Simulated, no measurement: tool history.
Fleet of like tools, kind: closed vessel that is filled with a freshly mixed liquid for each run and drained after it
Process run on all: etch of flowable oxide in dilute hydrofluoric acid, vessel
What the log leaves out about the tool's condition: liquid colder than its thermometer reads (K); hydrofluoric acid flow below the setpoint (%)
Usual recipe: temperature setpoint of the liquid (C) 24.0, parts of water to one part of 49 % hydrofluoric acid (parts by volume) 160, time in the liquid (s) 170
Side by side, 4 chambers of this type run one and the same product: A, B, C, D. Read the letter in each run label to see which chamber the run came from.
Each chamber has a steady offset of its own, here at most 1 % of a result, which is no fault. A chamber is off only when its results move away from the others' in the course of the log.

run	hour	temperature setpoint of the liquid (C)	parts of water to one part of 49 % hydrofluoric acid (parts by volume)	time in the liquid (s)	hours since the thermometer was replaced	hours since the hydrofluoric acid flow meter was replaced	read-back film thickness of the flowable oxide reference wafer, read on the same gauge (nm)	thickness taken off the flowable oxide on a monitor wafer (Å)
1A	11.8	24.0	160	170	734.1	778.4	69.980	214.85
2C	22.6	24.0	160	170	450.8	1779.9	69.973	216.59
3D	31.3	24.0	160	170	1426.3	1256.4	69.994	215.37
4B	41.7	24.0	160	170	379.0	783.1	69.976	216.93
5D	58.1	24.0	160	170	1453.1	1283.2	69.965	216.50
6C	74.4	24.0	185	120	502.6	1831.7	70.008	128.58
7A	82.0	24.0	185	120	804.3	848.6	69.971	127.78
8B	98.0	24.0	185	120	435.3	839.4	69.982	127.92
9A	109.7	24.0	185	120	832.0	876.3	70.009	128.30
10D	121.7	24.0	160	170	1516.7	1346.8	69.982	215.55
11B	137.9	24.0	160	170	475.2	879.3	69.968	217.01
12C	146.3	24.0	160	170	574.5	1903.6	69.962	215.61
13A	160.8	24.0	160	170	883.1	927.4	69.996	214.76
14C	171.1	20.5	160	170	599.3	1928.4	70.038	189.08
15B	179.6	20.5	160	170	516.9	921.0	70.042	188.25
16D	193.6	20.5	160	170	1588.6	1418.7	69.980	188.07
17B	201.1	20.5	160	170	538.4	942.5	70.016	188.26
18A	215.6	24.0	160	170	937.9	982.2	70.050	215.16
# hour 221.0: chamber C: thermometer replaced
19D	230.2	24.0	160	170	1625.2	1455.3	70.004	217.08
20C	237.9	24.0	160	170	17.0	1995.2	70.002	215.91
# hour 242.4: chamber D: hydrofluoric acid flow meter replaced
21B	245.3	24.0	160	170	582.6	986.7	70.017	216.88
22D	253.1	24.0	160	250	1648.1	10.7	70.047	318.82
23C	260.3	24.0	160	250	39.4	2017.6	69.985	318.89
24A	269.4	24.0	160	250	991.7	1036.0	70.025	309.15
25D	282.3	24.0	160	250	1677.3	39.9	70.047	317.90
26B	296.4	24.0	160	170	633.7	1037.8	70.057	216.90
27C	309.1	24.0	160	170	88.2	2066.4	70.027	214.31
28A	321.7	24.0	160	170	1044.0	1088.3	70.034	209.42
29A	333.6	24.0	160	170	1055.9	1100.2	70.017	208.53

Which is it: a chamber that has drifted or been left off by a service, a gauge drift common to all chambers, or only each chamber's usual small offset? If a chamber is off, name it and its likeliest cause.

One chamber, A, drifts off from the rest bit by bit.
What lies behind it: hydrofluoric acid flow below the setpoint (%) = 2.38.
From this log alone, it may not be told apart from: liquid colder than its thermometer reads (K).

Below are 4 candidate recipes for chamber A's next run, each the usual settings with a change, their results shown as question marks. Which of them brings A's results back in line with what the other chambers give on the usual settings?
Counts as in line when no further than this from what the other chambers average on the usual settings: thickness taken off the flowable oxide on a monitor wafer (Å) 3.10
30A-1	345.5	24.0	160	175				?
30A-2	345.5	24.0	160	160				?
30A-3	345.5	25.5	160	170				?
30A-4	345.5	24.0	160	165				?

Average result of the remaining chambers running the usual settings: thickness taken off the flowable oxide on a monitor wafer (Å) 216.14
run	thickness taken off the flowable oxide on a monitor wafer (Å)
30A-1	215.75
30A-2	197.26
30A-3	221.83
30A-4	203.42
30A-1 brings the chamber back in line.
